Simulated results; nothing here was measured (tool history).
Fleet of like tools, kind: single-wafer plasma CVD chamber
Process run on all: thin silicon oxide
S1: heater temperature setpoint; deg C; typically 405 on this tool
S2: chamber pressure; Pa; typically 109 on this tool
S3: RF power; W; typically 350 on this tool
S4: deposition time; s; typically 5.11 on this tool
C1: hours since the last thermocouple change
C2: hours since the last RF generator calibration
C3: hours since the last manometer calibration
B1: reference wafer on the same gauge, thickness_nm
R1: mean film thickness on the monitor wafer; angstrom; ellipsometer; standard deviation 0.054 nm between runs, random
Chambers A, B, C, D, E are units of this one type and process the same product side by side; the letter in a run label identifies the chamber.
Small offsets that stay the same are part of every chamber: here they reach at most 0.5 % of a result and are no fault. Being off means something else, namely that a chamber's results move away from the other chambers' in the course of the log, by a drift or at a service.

| run | day | S1 | S2 | S3 | S4 | C1 | C2 | C3 | B1 | R1 |
|---|---|---|---|---|---|---|---|---|---|---|
| 1D | 0.625 | 405 | 109 | 350 | 5.11 | 255.3 | 2036.0 | 1614.0 | 8.9968 | 100.75 |
|  | 0.933 | chamber C: capacitance manometer re-zeroed and calibrated |
| 2A | 0.988 | 405 | 109 | 350 | 5.11 | 414.8 | 1508.4 | 1566.0 | 9.0080 | 102.08 |
| 3E | 1.483 | 405 | 109 | 350 | 5.11 | 705.4 | 1697.6 | 1212.0 | 8.9915 | 101.31 |
| 4B | 2.017 | 405 | 109 | 350 | 5.11 | 584.2 | 806.8 | 1272.2 | 9.0064 | 101.61 |
| 5C | 2.404 | 405 | 109 | 350 | 5.11 | 458.7 | 1315.7 | 35.4 | 9.0049 | 102.16 |
| 6E | 3.021 | 405 | 109 | 350 | 5.11 | 742.3 | 1734.5 | 1248.9 | 9.0038 | 101.87 |
| 7C | 3.471 | 405 | 109 | 350 | 5.11 | 484.3 | 1341.3 | 61.0 | 9.0065 | 101.44 |
| 8B | 3.883 | 405 | 109 | 350 | 5.11 | 629.0 | 851.6 | 1317.0 | 8.9852 | 102.77 |
| 9A | 4.471 | 405 | 109 | 350 | 5.11 | 498.4 | 1592.0 | 1649.6 | 9.0023 | 102.68 |
|  | 4.896 | chamber A: RF generator calibrated |
| 10D | 4.975 | 405 | 109 | 350 | 5.11 | 359.7 | 2140.4 | 1718.4 | 9.0113 | 100.86 |
|  | 5.246 | chamber B: RF generator calibrated |
| 11E | 5.296 | 405 | 109 | 350 | 5.11 | 796.9 | 1789.1 | 1303.5 | 9.0087 | 101.61 |
| 12D | 5.654 | 405 | 109 | 350 | 5.11 | 376.0 | 2156.7 | 1734.7 | 8.9888 | 100.70 |
| 13B | 6.154 | 405 | 109 | 350 | 5.11 | 683.5 | 21.8 | 1371.5 | 9.0068 | 102.08 |
| 14C | 6.775 | 405 | 109 | 350 | 5.11 | 563.6 | 1420.6 | 140.3 | 8.9959 | 102.41 |
| 15A | 7.412 | 405 | 109 | 285 | 6.03 | 569.0 | 60.5 | 1720.2 | 9.0029 | 112.04 |
| 16E | 7.888 | 405 | 109 | 285 | 6.03 | 859.1 | 1851.3 | 1365.7 | 9.0040 | 110.42 |
| 17A | 8.246 | 405 | 109 | 285 | 6.03 | 589.0 | 80.5 | 1740.2 | 9.0073 | 113.22 |
| 18D | 8.558 | 405 | 109 | 285 | 6.03 | 445.7 | 2226.4 | 1804.4 | 9.0030 | 109.08 |
| 19C | 8.879 | 405 | 109 | 285 | 6.03 | 614.1 | 1471.1 | 190.8 | 8.9965 | 110.73 |
| 20B | 9.404 | 405 | 109 | 350 | 5.11 | 761.5 | 99.8 | 1449.5 | 8.9853 | 101.34 |
|  | 9.733 | chamber D: RF generator calibrated |
| 21D | 9.788 | 405 | 109 | 350 | 5.11 | 475.2 | 1.4 | 1833.9 | 8.9954 | 100.27 |
| 22B | 10.154 | 405 | 109 | 350 | 5.11 | 779.5 | 117.8 | 1467.5 | 8.9971 | 101.79 |
| 23A | 10.700 | 405 | 109 | 350 | 5.11 | 647.9 | 139.4 | 1799.1 | 8.9992 | 104.06 |
| 24E | 11.200 | 405 | 109 | 350 | 5.11 | 938.6 | 1930.8 | 1445.2 | 9.0140 | 102.31 |
| 25C | 11.633 | 405 | 109 | 350 | 5.11 | 680.2 | 1537.2 | 256.9 | 8.9903 | 101.94 |
| 26C | 11.929 | 405 | 109 | 350 | 5.11 | 687.3 | 1544.3 | 264.0 | 8.9874 | 101.56 |
| 27E | 12.396 | 405 | 109 | 350 | 5.11 | 967.3 | 1959.5 | 1473.9 | 9.0037 | 102.33 |
| 28D | 12.792 | 405 | 109 | 350 | 5.11 | 547.3 | 73.5 | 1906.0 | 9.0027 | 101.04 |
| 29B | 13.196 | 405 | 109 | 350 | 5.11 | 852.5 | 190.8 | 1540.5 | 9.0070 | 101.80 |
| 30A | 13.688 | 405 | 109 | 350 | 5.11 | 719.6 | 211.1 | 1870.8 | 8.9932 | 105.86 |
| 31E | 14.138 | 405 | 109 | 350 | 5.11 | 1009.1 | 2001.3 | 1515.7 | 9.0019 | 101.66 |
| 32C | 14.742 | 396 | 109 | 385 | 5.11 | 754.8 | 1611.8 | 331.5 | 9.0124 | 107.13 |
| 33B | 15.083 | 396 | 109 | 385 | 5.11 | 897.8 | 236.1 | 1585.8 | 8.9938 | 106.04 |
| 34A | 15.454 | 396 | 109 | 385 | 5.11 | 762.0 | 253.5 | 1913.2 | 9.0006 | 110.06 |
| 35D | 15.792 | 396 | 109 | 385 | 5.11 | 619.3 | 145.5 | 1978.0 | 8.9969 | 103.89 |
| 36D | 16.271 | 396 | 109 | 385 | 5.11 | 630.8 | 157.0 | 1989.5 | 8.9832 | 103.95 |
| 37C | 16.900 | 405 | 109 | 350 | 5.11 | 806.6 | 1663.6 | 383.3 | 9.0087 | 102.31 |
| 38A | 17.400 | 405 | 109 | 350 | 5.11 | 808.7 | 300.2 | 1959.9 | 9.0164 | 106.93 |

Predict what each chamber gives when all 5 of them run the settings below next.
| 39A | 17.854 | 405 | 109 | 350 | 5.11 |  |  |  |  | ? |
| 39B | 17.854 | 405 | 109 | 350 | 5.11 |  |  |  |  | ? |
| 39C | 17.854 | 405 | 109 | 350 | 5.11 |  |  |  |  | ? |
| 39D | 17.854 | 405 | 109 | 350 | 5.11 |  |  |  |  | ? |
| 39E | 17.854 | 405 | 109 | 350 | 5.11 |  |  |  |  | ? |

| run | R1 |
|---|---|
| 39A | 107.89 |
| 39B | 101.70 |
| 39C | 102.28 |
| 39D | 101.10 |
| 39E | 101.99 |
